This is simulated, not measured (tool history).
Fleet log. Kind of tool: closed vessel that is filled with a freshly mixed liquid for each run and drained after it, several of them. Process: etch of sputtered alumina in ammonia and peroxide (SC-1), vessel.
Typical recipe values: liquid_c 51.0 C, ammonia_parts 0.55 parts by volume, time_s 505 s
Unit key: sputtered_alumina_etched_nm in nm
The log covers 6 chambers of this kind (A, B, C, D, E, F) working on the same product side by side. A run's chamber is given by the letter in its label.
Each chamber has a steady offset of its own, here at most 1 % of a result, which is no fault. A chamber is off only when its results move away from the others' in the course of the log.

| run | hour | liquid_c | ammonia_parts | time_s | read-back film thickness of the sputtered alumina reference wafer, read on the same gauge (nm) | sputtered_alumina_etched_nm |
|---|---|---|---|---|---|---|
| 1F | 5.8 | 51.0 | 0.55 | 505 | 39.989 | 31.129 |
|  | 15.6 | chamber C: new drum of ammonia solution connected |
| 2C | 16.2 | 51.0 | 0.55 | 505 | 39.961 | 31.196 |
|  | 21.3 | chamber F: new drum of ammonia solution connected |
| 3E | 22.3 | 51.0 | 0.55 | 505 | 40.012 | 31.378 |
| 4A | 34.3 | 51.0 | 0.55 | 505 | 39.985 | 30.751 |
| 5D | 39.8 | 51.0 | 0.55 | 505 | 39.977 | 30.966 |
| 6B | 50.7 | 51.0 | 0.55 | 505 | 39.993 | 31.271 |
| 7D | 56.2 | 51.0 | 0.55 | 505 | 40.022 | 30.924 |
| 8F | 63.0 | 51.0 | 0.55 | 505 | 40.007 | 31.426 |
| 9A | 70.4 | 51.0 | 0.55 | 505 | 40.000 | 30.973 |
|  | 70.5 | chamber B: ammonia flow meter replaced |
| 10B | 75.8 | 51.0 | 0.55 | 505 | 39.988 | 31.587 |
|  | 79.4 | chamber D: ammonia flow meter replaced |
| 11C | 84.1 | 51.0 | 0.55 | 505 | 39.999 | 31.449 |
| 12E | 90.6 | 51.0 | 0.55 | 505 | 39.991 | 31.722 |
| 13D | 96.9 | 51.0 | 0.55 | 505 | 40.032 | 30.578 |
| 14F | 107.1 | 51.0 | 0.55 | 505 | 39.977 | 30.811 |
| 15C | 116.9 | 51.0 | 0.55 | 505 | 39.955 | 31.128 |
| 16B | 125.3 | 51.0 | 0.55 | 505 | 40.006 | 31.384 |
| 17A | 131.4 | 51.0 | 0.55 | 505 | 40.023 | 31.077 |
| 18E | 138.1 | 51.0 | 0.55 | 505 | 40.012 | 31.477 |
| 19E | 147.7 | 51.0 | 0.55 | 505 | 39.984 | 31.675 |
| 20C | 159.7 | 51.0 | 0.55 | 505 | 39.995 | 31.235 |
| 21B | 168.1 | 46.0 | 0.55 | 505 | 39.971 | 23.835 |
| 22F | 178.6 | 46.0 | 0.55 | 505 | 40.003 | 23.590 |
| 23A | 186.9 | 46.0 | 0.55 | 505 | 40.017 | 23.453 |
| 24D | 195.2 | 46.0 | 0.55 | 505 | 39.952 | 23.521 |
| 25D | 205.3 | 46.0 | 0.55 | 505 | 40.009 | 23.331 |
|  | 206.4 | chamber B: new drum of ammonia solution connected |
| 26A | 214.4 | 46.0 | 0.55 | 505 | 39.984 | 23.599 |
| 27C | 221.8 | 51.0 | 0.55 | 325 | 39.992 | 19.924 |
| 28F | 227.2 | 51.0 | 0.55 | 325 | 39.979 | 19.664 |
| 29B | 234.7 | 51.0 | 0.55 | 325 | 40.022 | 20.010 |
| 30E | 243.6 | 51.0 | 0.55 | 325 | 39.999 | 20.419 |
|  | 250.1 | chamber D: thermometer replaced |
| 31D | 250.9 | 51.0 | 0.55 | 325 | 39.985 | 20.118 |
| 32E | 256.2 | 51.0 | 0.55 | 325 | 40.013 | 20.527 |
|  | 260.5 | chamber C: new drum of ammonia solution connected |
| 33C | 267.7 | 51.0 | 0.55 | 505 | 39.988 | 31.221 |
| 34A | 278.4 | 51.0 | 0.55 | 505 | 40.015 | 30.904 |
| 35F | 289.7 | 51.0 | 0.55 | 505 | 40.028 | 30.274 |
| 36B | 296.8 | 58.5 | 0.55 | 505 | 40.005 | 46.648 |

Has any chamber moved away from the others, gradually or after a service, or does the common gauge drift, or do the chambers differ only by their own small steady offsets? State the chamber and the most likely cause if one applies.

Little by little, chamber F moves away from the other chambers.
Most likely cause: liquid colder than its thermometer reads (K) = 0.829.

Below are 4 candidate recipes for chamber F's next run, each the usual settings with a change, their results shown as question marks. Which of them brings F's results back in line with what the other chambers give on the usual settings?
Allowed miss from the other chambers' usual-settings mean, per result, to count as in line: sputtered_alumina_etched_nm 0.580 nm
| 37F-1 | 305.4 | 51.0 | 0.55 | 540 |  | ? |
| 37F-2 | 305.4 | 51.0 | 0.55 | 525 |  | ? |
| 37F-3 | 305.4 | 51.0 | 0.25 | 505 |  | ? |
| 37F-4 | 305.4 | 51.0 | 0.55 | 485 |  | ? |

The mean the other chambers reach with the usual settings: sputtered_alumina_etched_nm 31.214 nm
| run | sputtered_alumina_etched_nm |
|---|---|
| 37F-1 | 32.122 |
| 37F-2 | 31.230 |
| 37F-3 | 27.825 |
| 37F-4 | 28.850 |
37F-2 puts the chamber back in line with the other chambers.

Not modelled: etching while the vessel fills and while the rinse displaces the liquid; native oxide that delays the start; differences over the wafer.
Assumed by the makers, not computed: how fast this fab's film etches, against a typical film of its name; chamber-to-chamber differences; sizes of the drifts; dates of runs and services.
